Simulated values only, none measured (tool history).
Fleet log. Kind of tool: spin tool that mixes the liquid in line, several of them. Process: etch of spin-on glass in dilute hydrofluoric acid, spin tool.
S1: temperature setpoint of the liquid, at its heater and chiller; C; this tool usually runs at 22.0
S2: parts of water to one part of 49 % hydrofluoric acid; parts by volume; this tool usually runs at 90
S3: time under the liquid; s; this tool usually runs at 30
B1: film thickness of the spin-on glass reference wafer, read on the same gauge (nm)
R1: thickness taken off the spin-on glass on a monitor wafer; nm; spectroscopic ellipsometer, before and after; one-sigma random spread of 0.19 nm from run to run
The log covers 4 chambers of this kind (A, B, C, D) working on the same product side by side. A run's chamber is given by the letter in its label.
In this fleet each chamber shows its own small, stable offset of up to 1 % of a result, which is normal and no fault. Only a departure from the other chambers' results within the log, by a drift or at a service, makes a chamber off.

run   hour    S1   S2  S3      B1      R1
 1A    9.9  22.0   90  30  109.99  21.324
 2D   22.1  22.0   90  30  110.05  21.063
 3B   36.5  22.0   90  30  110.00  20.927
 4C   45.1  22.0   90  30  110.01  21.277
 5A   54.8  22.0   90  30  109.95  21.052
 6B   64.0  22.0  125  40  110.01  19.411
 7D   71.4  22.0  125  40  110.00  19.664
 8C   84.9  22.0  125  40  109.98  19.739
 9C   93.6  22.0  125  40  110.03  19.703
10B  101.1  22.0   90  30  109.98  21.297
11D  116.0  22.0   90  30  110.01  20.963
12A  129.3  22.0   90  30  109.99  21.232
13A  137.8  22.0   90  30  109.99  21.161
14C  147.2  22.0   90  30  110.00  20.934
     152.0  -- chamber A: thermometer replaced
15D  161.3  22.0   90  30  110.01  20.886
16B  174.0  22.0   90  30  109.95  20.905
17B  187.4  22.0   90  30  110.00  21.061
18A  198.2  22.0   90  30  109.99  21.310
19D  209.9  26.5   50  30  110.02  48.174
20C  218.2  26.5   50  30  109.96  45.880
21D  228.5  26.5   50  30  109.98  47.502
22B  236.9  26.5   50  30  110.02  47.415
23C  243.9  22.0   90  30  110.02  20.172
24A  253.2  22.0   90  30  110.04  21.270
25D  266.0  22.0   90  30  110.01  21.096
26A  274.6  22.0   90  30  109.94  21.344
27B  281.8  22.0   90  30  109.99  20.941
28C  291.5  22.0   90  30  110.01  20.041
29A  304.8  22.0   90  30  110.00  21.600
30D  317.2  22.0   90  30  110.02  20.826
31B  330.3  22.0   90  30  110.00  20.931
32C  344.1  22.0   90  30  110.02  19.430
33C  350.9  22.0  120  30  110.04  13.974
34A  361.3  22.0  120  30  110.00  15.441

Read the log: is a single chamber off, either drifting away or since a service, is the gauge that measures every chamber drifting, or is nothing wrong beyond small per-chamber offsets? Name any odd chamber and what most likely caused it.

Little by little, chamber C moves away from the other chambers.
Likeliest cause: hydrofluoric acid flow below the setpoint (%) = 7.96.
It could be hard to tell apart here from: liquid colder than its thermometer reads (K).

Which of the 4 candidates below, each the usual settings with something changed and its results left as question marks, puts chamber C back in line with what the other chambers give on the usual settings?
In-line tolerance around the mean of the other chambers on the usual settings: R1 0.680 nm
35C-1  372.6  22.0  105  30       ?
35C-2  372.6  26.5   90  30       ?
35C-3  372.6  19.5   90  30       ?
35C-4  372.6  22.5   85  30       ?

The mean the other chambers reach with the usual settings: R1 21.049 nm
  run      R1
35C-1  16.191
35C-2  22.906
35C-3  17.367
35C-4  20.862
Change 35C-4 lands the chamber within the allowed miss of the other chambers.
